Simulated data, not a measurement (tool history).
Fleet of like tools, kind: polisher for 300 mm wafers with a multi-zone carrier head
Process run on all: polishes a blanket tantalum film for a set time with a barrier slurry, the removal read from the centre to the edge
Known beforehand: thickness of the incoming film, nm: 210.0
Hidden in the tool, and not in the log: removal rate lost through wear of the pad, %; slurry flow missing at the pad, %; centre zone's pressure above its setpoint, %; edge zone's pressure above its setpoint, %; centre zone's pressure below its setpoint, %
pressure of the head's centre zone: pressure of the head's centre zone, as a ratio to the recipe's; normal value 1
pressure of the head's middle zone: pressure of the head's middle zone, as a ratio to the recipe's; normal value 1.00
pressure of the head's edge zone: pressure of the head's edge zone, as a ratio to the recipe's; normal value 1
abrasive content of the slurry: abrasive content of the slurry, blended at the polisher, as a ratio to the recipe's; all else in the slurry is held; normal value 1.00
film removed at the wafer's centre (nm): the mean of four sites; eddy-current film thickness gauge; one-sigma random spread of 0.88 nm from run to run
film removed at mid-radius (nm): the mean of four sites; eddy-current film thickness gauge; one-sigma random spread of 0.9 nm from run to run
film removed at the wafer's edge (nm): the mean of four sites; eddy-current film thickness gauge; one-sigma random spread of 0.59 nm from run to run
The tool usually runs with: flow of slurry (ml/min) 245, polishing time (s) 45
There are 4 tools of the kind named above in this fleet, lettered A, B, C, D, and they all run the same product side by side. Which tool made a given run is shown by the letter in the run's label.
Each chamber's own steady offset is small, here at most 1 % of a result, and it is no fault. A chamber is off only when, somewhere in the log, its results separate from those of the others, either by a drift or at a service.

| run | hour | flow of slurry (ml/min) | pressure of the head's centre zone | pressure of the head's middle zone | pressure of the head's edge zone | abrasive content of the slurry | polishing time (s) | wafers polished on this pad | hours since the slurry nozzle was cleaned | hours since the centre zone pressure was calibrated | hours since the edge zone pressure was calibrated | film removed at the wafer's centre (nm) | film removed at mid-radius (nm) | film removed at the wafer's edge (nm) |
|---|---|---|---|---|---|---|---|---|---|---|---|---|---|---|
| 1B | 12.4 | 245 | 1 | 1.00 | 1 | 1.00 | 45 | 326 | 70.8 | 847.4 | 1013.6 | 73.599 | 72.586 | 74.771 |
|  | 12.7 | chamber C: worn pad replaced by a new one |
| 2D | 23.0 | 245 | 1 | 1.00 | 1 | 1.00 | 45 | 618 | 634.0 | 721.5 | 333.4 | 74.935 | 75.241 | 73.807 |
| 3A | 32.7 | 245 | 1 | 1.00 | 1 | 1.00 | 45 | 632 | 105.6 | 617.8 | 712.0 | 75.147 | 72.164 | 72.805 |
|  | 34.2 | chamber A: centre zone pressure recalibrated |
| 4C | 40.4 | 245 | 1 | 1.00 | 1 | 1.00 | 45 | 425 | 256.2 | 320.5 | 473.5 | 71.900 | 74.243 | 73.581 |
|  | 43.9 | chamber D: edge zone pressure recalibrated |
|  | 46.9 | chamber B: worn pad replaced by a new one |
| 5A | 46.9 | 245 | 1 | 1.00 | 1 | 1.00 | 45 | 850 | 119.8 | 12.7 | 726.2 | 73.722 | 71.746 | 73.599 |
| 6C | 54.5 | 245 | 1 | 1.00 | 1 | 1.00 | 45 | 642 | 270.3 | 334.6 | 487.6 | 72.704 | 73.736 | 73.843 |
| 7B | 65.8 | 245 | 1 | 1.00 | 1 | 1.00 | 45 | 290 | 124.2 | 900.8 | 1067.0 | 74.769 | 73.650 | 74.202 |
|  | 70.7 | chamber D: worn pad replaced by a new one |
|  | 72.0 | chamber A: worn pad replaced by a new one |
| 8D | 75.8 | 245 | 1 | 1.00 | 1 | 1.00 | 45 | 79 | 686.8 | 774.3 | 31.9 | 73.518 | 74.831 | 74.560 |
|  | 76.4 | chamber B: centre zone pressure recalibrated |
|  | 80.0 | chamber C: worn pad replaced by a new one |
|  | 85.9 | chamber D: slurry nozzle cleaned |
| 9B | 86.3 | 245 | 1 | 1.00 | 1 | 1.00 | 45 | 604 | 144.7 | 9.9 | 1087.5 | 74.886 | 72.157 | 74.521 |
|  | 88.2 | chamber C: slurry nozzle cleaned |
| 10C | 93.7 | 245 | 1 | 1.00 | 1 | 1.00 | 45 | 210 | 5.6 | 373.8 | 526.8 | 73.939 | 74.171 | 73.016 |
| 11D | 103.2 | 245 | 1 | 1.00 | 1 | 1.00 | 45 | 499 | 17.3 | 801.7 | 59.3 | 72.500 | 74.117 | 73.938 |
|  | 111.5 | chamber B: worn pad replaced by a new one |
| 12A | 112.6 | 245 | 1 | 1.00 | 1 | 1.00 | 45 | 623 | 185.5 | 78.4 | 791.9 | 74.632 | 74.677 | 73.802 |
|  | 115.5 | chamber C: centre zone pressure recalibrated |
| 13B | 119.6 | 245 | 1 | 1.00 | 1 | 1.00 | 45 | 125 | 178.0 | 43.2 | 1120.8 | 73.994 | 74.423 | 74.375 |
| 14A | 128.6 | 245 | 1 | 1.00 | 1 | 1.00 | 45 | 868 | 201.5 | 94.4 | 807.9 | 73.333 | 74.349 | 72.716 |
| 15C | 137.2 | 245 | 1 | 1.00 | 1 | 1.00 | 45 | 877 | 49.1 | 21.8 | 570.3 | 66.197 | 75.670 | 73.892 |
| 16D | 143.9 | 245 | 1 | 1.00 | 1 | 1.00 | 45 | 1123 | 58.0 | 842.4 | 100.0 | 73.818 | 74.676 | 74.067 |
|  | 147.8 | chamber C: worn pad replaced by a new one |
|  | 150.3 | chamber A: worn pad replaced by a new one |
| 17D | 155.9 | 245 | 1 | 1.08 | 1 | 1.15 | 45 | 1307 | 70.0 | 854.4 | 112.0 | 76.247 | 81.540 | 76.935 |
|  | 158.4 | chamber D: worn pad replaced by a new one |
| 18C | 165.9 | 245 | 1 | 1.08 | 1 | 1.15 | 45 | 278 | 77.8 | 50.5 | 599.0 | 69.359 | 85.195 | 75.449 |
|  | 168.1 | chamber B: worn pad replaced by a new one |
| 19B | 177.2 | 245 | 1 | 1.08 | 1 | 1.15 | 45 | 139 | 235.6 | 100.8 | 1178.4 | 76.941 | 81.990 | 77.363 |
| 20A | 188.0 | 245 | 1 | 1.08 | 1 | 1.15 | 45 | 579 | 260.9 | 153.8 | 867.3 | 77.341 | 82.637 | 76.581 |
| 21B | 200.4 | 245 | 1 | 1.00 | 1 | 1.00 | 45 | 495 | 258.8 | 124.0 | 1201.6 | 73.843 | 75.118 | 73.986 |
| 22A | 209.7 | 245 | 1 | 1.00 | 1 | 1.00 | 45 | 912 | 282.6 | 175.5 | 889.0 | 74.828 | 73.194 | 73.174 |
| 23C | 215.5 | 245 | 1 | 1.00 | 1 | 1.00 | 45 | 1039 | 127.4 | 100.1 | 648.6 | 64.118 | 72.771 | 72.538 |
| 24D | 223.8 | 245 | 1 | 1.00 | 1 | 1.00 | 45 | 1003 | 137.9 | 922.3 | 179.9 | 72.536 | 75.911 | 74.563 |
|  | 223.9 | chamber B: worn pad replaced by a new one |
|  | 224.4 | chamber C: worn pad replaced by a new one |
|  | 228.3 | chamber B: slurry nozzle cleaned |
|  | 232.2 | chamber A: worn pad replaced by a new one |
| 25D | 232.4 | 245 | 1 | 1.00 | 1 | 1.00 | 45 | 1135 | 146.5 | 930.9 | 188.5 | 75.021 | 74.105 | 72.590 |
| 26C | 240.3 | 245 | 1 | 0.95 | 1 | 1.00 | 45 | 244 | 152.2 | 124.9 | 673.4 | 67.457 | 69.857 | 74.077 |
| 27B | 250.9 | 245 | 1 | 0.95 | 1 | 1.00 | 45 | 415 | 22.6 | 174.5 | 1252.1 | 74.847 | 70.955 | 74.801 |
|  | 252.0 | chamber D: worn pad replaced by a new one |
| 28A | 257.7 | 245 | 1 | 0.95 | 1 | 1.00 | 45 | 391 | 330.6 | 223.5 | 937.0 | 75.234 | 71.169 | 73.113 |
| 29B | 268.2 | 245 | 1 | 0.95 | 1 | 1.00 | 45 | 680 | 39.9 | 191.8 | 1269.4 | 74.120 | 70.396 | 74.511 |
| 30A | 279.6 | 295 | 1 | 1.00 | 1 | 1.20 | 45 | 727 | 352.5 | 245.4 | 958.9 | 81.389 | 77.616 | 77.949 |
| 31D | 285.5 | 295 | 1 | 1.00 | 1 | 1.20 | 45 | 514 | 199.6 | 984.0 | 241.6 | 78.870 | 79.087 | 78.642 |

Which is it: a chamber that has drifted or been left off by a service, a gauge drift common to all chambers, or only each chamber's usual small offset? If a chamber is off, name it and its likeliest cause.

Chamber C came out of a service off from its peers and stayed that way.
Likeliest cause: centre zone's pressure below its setpoint, % = 9.47.

Which of the 4 candidates below, each the usual settings with something changed and its results left as question marks, puts chamber C back in line with what the other chambers give on the usual settings?
In line here means within this much of the mean the other chambers give on the usual settings: film removed at the wafer's centre (nm) 3.100; film removed at mid-radius (nm) 3.100; film removed at the wafer's edge (nm) 2.100
| 32C-1 | 295.1 | 240 | 0.91 | 1.03 | 1.02 | 1.00 | 44 |  |  |  |  | ? | ? | ? |
| 32C-2 | 295.1 | 235 | 0.85 | 1.05 | 1.04 | 1.00 | 43 |  |  |  |  | ? | ? | ? |
| 32C-3 | 295.1 | 250 | 1.09 | 0.97 | 0.98 | 1.00 | 46 |  |  |  |  | ? | ? | ? |
| 32C-4 | 295.1 | 255 | 1.16 | 0.95 | 0.96 | 1.00 | 47 |  |  |  |  | ? | ? | ? |

Mean of the other chambers on the usual settings: film removed at the wafer's centre (nm) 74.205; film removed at mid-radius (nm) 74.037; film removed at the wafer's edge (nm) 73.923
| run | film removed at the wafer's centre (nm) | film removed at mid-radius (nm) | film removed at the wafer's edge (nm) |
|---|---|---|---|
| 32C-1 | 57.568 | 74.253 | 72.125 |
| 32C-2 | 51.979 | 73.698 | 71.063 |
| 32C-3 | 73.834 | 73.750 | 74.161 |
| 32C-4 | 80.937 | 74.071 | 75.115 |
The right change is 32C-3: it brings the chamber back within the allowed miss of the others.
